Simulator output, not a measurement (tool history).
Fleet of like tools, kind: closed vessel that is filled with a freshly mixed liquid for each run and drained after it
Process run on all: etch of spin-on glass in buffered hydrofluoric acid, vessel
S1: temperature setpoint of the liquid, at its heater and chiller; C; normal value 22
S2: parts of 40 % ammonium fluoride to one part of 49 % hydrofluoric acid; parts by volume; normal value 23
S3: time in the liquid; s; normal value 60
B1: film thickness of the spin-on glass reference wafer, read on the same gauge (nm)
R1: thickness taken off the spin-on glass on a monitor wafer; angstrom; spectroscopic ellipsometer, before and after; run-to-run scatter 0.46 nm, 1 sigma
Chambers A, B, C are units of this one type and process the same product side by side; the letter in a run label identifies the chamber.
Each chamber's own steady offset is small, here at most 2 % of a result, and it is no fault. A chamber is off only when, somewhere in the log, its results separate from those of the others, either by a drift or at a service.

run	day	S1	S2	S3	B1	R1
1C	0.338	22	23	60	40.012	913.62
2A	0.75	22	23	60	40.008	927.98
3B	0.958	22	23	60	39.984	914.44
4A	1.317	22	23	60	39.999	930.79
5B	1.646	22	18	60	39.978	1123.7
6C	1.971	22	18	60	39.987	1109.2
7C	2.325	22	18	60	40.016	1117.3
8B	2.696	22	23	60	40.005	918
9A	2.908	22	23	60	39.996	936.15
# day 2.933: chamber C: hydrofluoric acid flow meter replaced
10B	3.142	22	23	60	39.988	920.68
11C	3.388	22	23	60	39.983	912.71
12A	3.642	22	23	60	40.017	938.95
13B	3.992	22	23	60	39.983	911.57
14C	4.425	22	23	60	40.012	915.19
15A	4.738	22	23	60	39.994	930.14
16A	5.1	22	23	60	40.012	921.35
17C	5.367	23.5	23	60	39.997	984.61
18B	5.775	23.5	23	60	39.984	998.86
19B	6.008	23.5	23	60	39.987	993.12
20A	6.442	22	23	60	40.014	921.05
21C	6.788	22	23	60	39.992	910.68
22B	7.046	22	23	60	39.991	919.39
23A	7.242	22	23	60	40.008	918.1
24C	7.567	22	23	60	39.98	917.2
25B	7.817	22	23	60	40.014	907.18
26C	8.071	22	23	60	40.018	911.6
27A	8.512	22	23	60	40.003	912.47
28B	8.733	22	23	60	40.012	913.73
29C	9.038	22	23	60	39.983	919.29
30A	9.462	22	23	60	40.032	892.55
31B	9.85	22	23	60	39.986	915.92
32A	10.3	22	27.5	70	40.004	923.6
33C	10.562	22	27.5	70	39.99	952.45
34B	10.788	22	27.5	70	40.017	945.01
35C	11.221	22	23	60	39.995	914.38
36A	11.621	22	23	60	39.984	882.72
37A	12	22	23	60	40	891.16
38B	12.342	18	23	60	40.032	729.82
# day 12.733: chamber C: thermometer replaced
39C	12.762	18	23	60	40.01	733.78
40B	13.179	18	23	60	39.99	729.36
41C	13.596	22	23	60	40.006	920.67
42A	14.021	22	23	60	39.978	869.87
43A	14.221	22	23	60	39.981	869.94

One chamber off, gauge drift, or nothing amiss beyond the chambers' own small offsets? If it is a chamber, which one, and what is the likeliest cause?

Little by little, chamber A moves away from the other chambers.
Likeliest cause: hydrofluoric acid flow below the setpoint (%) = 9.59.
The log may not separate it from: liquid colder than its thermometer reads (K).

Chamber A could run next with any of the 4 candidate recipes listed below; each alters the usual settings, and their results appear as question marks. Which one brings its results back in line with what the other chambers deliver on the usual settings?
In line here means within this much of the mean the other chambers give on the usual settings: R1 16 angstrom
44A-1	14.546	22.5	22.5	60		?
44A-2	14.546	22	23.5	60		?
44A-3	14.546	22	22.5	60		?
44A-4	14.546	21.5	23.5	60		?

Other chambers, usual settings, mean: R1 915.39 angstrom
run	R1
44A-1	907.18
44A-2	856.92
44A-3	882.86
44A-4	833.86
44A-1 puts the chamber back in line with the other chambers.

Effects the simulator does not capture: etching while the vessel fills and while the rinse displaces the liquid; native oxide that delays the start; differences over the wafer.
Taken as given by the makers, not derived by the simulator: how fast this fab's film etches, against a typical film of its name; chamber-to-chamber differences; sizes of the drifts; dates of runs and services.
